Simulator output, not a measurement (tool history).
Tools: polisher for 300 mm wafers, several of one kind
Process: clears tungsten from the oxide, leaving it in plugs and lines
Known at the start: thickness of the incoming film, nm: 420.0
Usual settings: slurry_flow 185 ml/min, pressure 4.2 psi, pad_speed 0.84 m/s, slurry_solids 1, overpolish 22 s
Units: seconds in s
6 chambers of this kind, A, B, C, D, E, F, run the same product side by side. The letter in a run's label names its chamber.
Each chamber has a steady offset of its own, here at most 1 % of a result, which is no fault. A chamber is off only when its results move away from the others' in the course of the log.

run   hour  slurry_flow  pressure  pad_speed  slurry_solids  overpolish  seconds
       0.1  -- chamber C: slurry blender recalibrated
       2.6  -- chamber B: slurry tank refilled with fresh slurry and peroxide
 1D    6.0          185       4.2       0.84              1          22   96.091
      12.5  -- chamber C: slurry tank refilled with fresh slurry and peroxide
 2C   13.5          185       4.2       0.84              1          22   92.640
 3B   19.0          185       4.2       0.84              1          22   93.423
      20.0  -- chamber A: slurry tank refilled with fresh slurry and peroxide
 4E   23.4          185       4.2       0.84              1          22   92.458
 5A   27.5          185       4.2       0.84              1          22   92.980
      30.3  -- chamber F: slurry tank refilled with fresh slurry and peroxide
 6F   32.4          185       4.2       0.84              1          22   93.500
 7B   36.1          185       4.2       0.84              1          22   90.571
      38.9  -- chamber C: worn pad replaced by a new one
 8F   40.2          185       4.2       0.84              1          22   93.273
      45.4  -- chamber D: slurry tank refilled with fresh slurry and peroxide
 9C   46.5          185       4.2       0.84              1          22   95.556
      47.3  -- chamber B: slurry blender recalibrated
10A   49.9          185       4.2       0.84              1          22   91.922
      53.7  -- chamber F: worn pad replaced by a new one
11E   57.7          185       4.2       0.84              1          22   95.239
12D   62.5          185       4.2       0.84              1          22   91.393
      62.6  -- chamber A: slurry blender recalibrated
13E   69.2          185       4.2       0.84              1          22   94.493
      73.6  -- chamber C: slurry tank refilled with fresh slurry and peroxide
14B   76.0          185       4.2       0.84              1          22   92.273
      79.3  -- chamber E: worn pad replaced by a new one
      79.7  -- chamber B: slurry nozzle cleaned
15D   80.5          185       5.0       0.84              1          22   79.218
16F   84.4          185       5.0       0.84              1          22   78.300
17C   88.8          185       5.0       0.84              1          22   78.948
      92.3  -- chamber E: head pressure recalibrated
      94.1  -- chamber B: head pressure recalibrated
18A   95.9          185       5.0       0.84              1          22   79.761
     101.9  -- chamber B: worn pad replaced by a new one
     103.1  -- chamber B: slurry tank refilled with fresh slurry and peroxide
19A  103.5          185       5.0       0.84              1          22   76.380
     105.9  -- chamber E: slurry blender recalibrated
20D  107.0          185       5.0       0.84              1          22   77.333
     110.3  -- chamber A: slurry tank refilled with fresh slurry and peroxide
     111.1  -- chamber D: slurry tank refilled with fresh slurry and peroxide
21C  111.6          185       4.2       0.84              1          22   91.246
     114.2  -- chamber D: worn pad replaced by a new one
22F  116.6          185       4.2       0.84              1          22   90.635
23B  123.2          185       4.2       0.84              1          22   86.842
     126.8  -- chamber A: worn pad replaced by a new one
     128.1  -- chamber C: head pressure recalibrated
24E  128.7          185       4.2       0.84              1          22   97.328
25B  136.1          185       4.2       0.84              1          22   90.647
     136.7  -- chamber C: slurry tank refilled with fresh slurry and peroxide
26A  141.3          185       4.2       0.84              1          22   94.545
27D  148.3          185       3.2       0.84              1          17  117.480
28C  153.9          185       3.2       0.84              1          17  120.260
     156.2  -- chamber C: worn pad replaced by a new one
     157.9  -- chamber A: slurry blender recalibrated
     158.8  -- chamber E: worn pad replaced by a new one
29E  160.3          185       3.2       0.84              1          17  126.240
30F  166.5          185       3.2       0.84              1          17  125.930
     167.2  -- chamber C: slurry blender recalibrated
     171.6  -- chamber F: worn pad replaced by a new one
31B  172.7          185       3.2       0.84              1          17  119.320
     173.7  -- chamber D: slurry tank refilled with fresh slurry and peroxide
32E  176.5          185       3.2       0.84              1          17  129.680
33D  180.7          185       4.2       0.84              1          22   96.627
34C  187.6          185       4.2       0.84              1          22   93.851
     190.2  -- chamber E: slurry nozzle cleaned
     190.6  -- chamber D: slurry blender recalibrated
35F  191.6          185       4.2       0.84              1          22   92.087
     198.4  -- chamber E: slurry blender recalibrated
36A  199.4          185       4.2       0.84              1          22   92.199
37B  202.8          185       4.2       0.84              1          22   94.225
     204.8  -- chamber C: slurry tank refilled with fresh slurry and peroxide
     205.9  -- chamber A: slurry tank refilled with fresh slurry and peroxide
38F  209.7          185       4.2       0.84              1          22   91.355
39A  216.3          185       4.2       0.84              1          22   92.699
40D  221.7          185       4.2       0.84              1          22   92.232
41E  226.1          185       4.2       0.84              1          22  100.810
42C  229.9          185       4.2       0.84              1          22   97.412

Next, every chamber runs the same settings. What will each give?
43A  235.5          185       4.2       0.84              1          22        ?
43B  235.5          185       4.2       0.84              1          22        ?
43C  235.5          185       4.2       0.84              1          22        ?
43D  235.5          185       4.2       0.84              1          22        ?
43E  235.5          185       4.2       0.84              1          22        ?
43F  235.5          185       4.2       0.84              1          22        ?

run  seconds
43A   92.815
43B   92.359
43C   92.443
43D   91.710
43E  102.050
43F   92.995
